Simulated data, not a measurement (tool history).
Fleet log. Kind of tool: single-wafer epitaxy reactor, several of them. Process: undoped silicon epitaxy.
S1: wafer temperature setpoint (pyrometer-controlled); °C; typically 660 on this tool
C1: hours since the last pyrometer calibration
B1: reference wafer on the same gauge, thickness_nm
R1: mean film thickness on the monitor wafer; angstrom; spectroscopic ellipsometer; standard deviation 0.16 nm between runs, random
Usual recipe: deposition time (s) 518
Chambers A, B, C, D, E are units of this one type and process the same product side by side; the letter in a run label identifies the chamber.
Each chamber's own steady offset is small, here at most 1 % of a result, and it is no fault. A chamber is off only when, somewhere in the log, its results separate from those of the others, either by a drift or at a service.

{"run": "1D", "hour": 5.1, "S1": 660, "deposition time (s)": 518, "C1": 551.5, "B1": 107.03, "R1": 1087.4}
{"run": "2A", "hour": 9.6, "S1": 660, "deposition time (s)": 518, "C1": 500.4, "B1": 106.99, "R1": 1085.5}
{"run": "3E", "hour": 13.4, "S1": 660, "deposition time (s)": 518, "C1": 2067.3, "B1": 107.09, "R1": 1074.6}
{"run": "4B", "hour": 16.0, "S1": 660, "deposition time (s)": 518, "C1": 1101.7, "B1": 107.06, "R1": 1076.1}
{"run": "5C", "hour": 20.5, "S1": 660, "deposition time (s)": 518, "C1": 1413.1, "B1": 107.05, "R1": 1071.9}
{"run": "6E", "hour": 24.8, "S1": 660, "deposition time (s)": 518, "C1": 2078.7, "B1": 107.09, "R1": 1077.9}
{"run": "7D", "hour": 30.4, "S1": 660, "deposition time (s)": 518, "C1": 576.8, "B1": 107.15, "R1": 1086.6}
{"run": "8A", "hour": 33.5, "S1": 660, "deposition time (s)": 566, "C1": 524.3, "B1": 107.16, "R1": 1184}
{"run": "9B", "hour": 36.2, "S1": 660, "deposition time (s)": 566, "C1": 1121.9, "B1": 107.18, "R1": 1178.1}
{"run": "10C", "hour": 41.9, "S1": 660, "deposition time (s)": 566, "C1": 1434.5, "B1": 107.2, "R1": 1172.2}
{"run": "11D", "hour": 44.8, "S1": 660, "deposition time (s)": 566, "C1": 591.2, "B1": 107.19, "R1": 1184.4}
{"run": "12B", "hour": 50.2, "S1": 660, "deposition time (s)": 566, "C1": 1135.9, "B1": 107.22, "R1": 1179}
{"run": "13C", "hour": 55.5, "S1": 660, "deposition time (s)": 518, "C1": 1448.1, "B1": 107.25, "R1": 1072.6}
{"run": "14E", "hour": 59.2, "S1": 660, "deposition time (s)": 475, "C1": 2113.1, "B1": 107.24, "R1": 988.31}
{"run": "15A", "hour": 64.1, "S1": 660, "deposition time (s)": 475, "C1": 554.9, "B1": 107.24, "R1": 995.47}
{"run": "16C", "hour": 68.5, "S1": 660, "deposition time (s)": 475, "C1": 1461.1, "B1": 107.31, "R1": 983.07}
{"run": "17D", "hour": 73.2, "S1": 660, "deposition time (s)": 475, "C1": 619.6, "B1": 107.33, "R1": 998.21}
{"run": "18B", "hour": 76.5, "S1": 660, "deposition time (s)": 475, "C1": 1162.2, "B1": 107.31, "R1": 989.44}
{"run": "19A", "hour": 79.3, "S1": 660, "deposition time (s)": 518, "C1": 570.1, "B1": 107.33, "R1": 1088.1}
{"run": "20E", "hour": 83.6, "S1": 660, "deposition time (s)": 518, "C1": 2137.5, "B1": 107.37, "R1": 1081.2}
{"run": "21A", "hour": 88.1, "S1": 660, "deposition time (s)": 466, "C1": 578.9, "B1": 107.4, "R1": 976.84}
{"run": "22B", "hour": 92.3, "S1": 660, "deposition time (s)": 466, "C1": 1178, "B1": 107.41, "R1": 972.86}
{"run": "23D", "hour": 95.1, "S1": 660, "deposition time (s)": 466, "C1": 641.5, "B1": 107.44, "R1": 979.65}
{"run": "24C", "hour": 97.8, "S1": 660, "deposition time (s)": 466, "C1": 1490.4, "B1": 107.42, "R1": 969.72}
{"hour": 100.9, "done": "chamber E: pyrometer calibrated"}
{"run": "25E", "hour": 103.2, "S1": 660, "deposition time (s)": 466, "C1": 2.3, "B1": 107.44, "R1": 970.32}
{"run": "26E", "hour": 108.8, "S1": 647, "deposition time (s)": 452, "C1": 7.9, "B1": 107.46, "R1": 714.34}
{"run": "27D", "hour": 112.4, "S1": 647, "deposition time (s)": 452, "C1": 658.8, "B1": 107.49, "R1": 721.45}
{"run": "28A", "hour": 117.3, "S1": 647, "deposition time (s)": 452, "C1": 608.1, "B1": 107.52, "R1": 716.69}
{"run": "29C", "hour": 122.9, "S1": 647, "deposition time (s)": 452, "C1": 1515.5, "B1": 107.54, "R1": 705.94}
{"run": "30B", "hour": 126.3, "S1": 647, "deposition time (s)": 452, "C1": 1212, "B1": 107.55, "R1": 709.47}
{"run": "31C", "hour": 131.4, "S1": 660, "deposition time (s)": 518, "C1": 1524, "B1": 107.57, "R1": 1075.8}
{"run": "32A", "hour": 136.1, "S1": 660, "deposition time (s)": 619, "C1": 626.9, "B1": 107.59, "R1": 1300.4}
{"run": "33B", "hour": 139.5, "S1": 660, "deposition time (s)": 619, "C1": 1225.2, "B1": 107.66, "R1": 1294.7}
{"run": "34D", "hour": 142.1, "S1": 660, "deposition time (s)": 619, "C1": 688.5, "B1": 107.61, "R1": 1303.2}
{"run": "35E", "hour": 147.5, "S1": 660, "deposition time (s)": 619, "C1": 46.6, "B1": 107.63, "R1": 1288.5}

Which is it: a chamber that has drifted or been left off by a service, a gauge drift common to all chambers, or only each chamber's usual small offset? If a chamber is off, name it and its likeliest cause.

Gauge drift. The chambers move together only on paper, and none stands off.
Likeliest cause: gauge reads high (%) = 0.62.
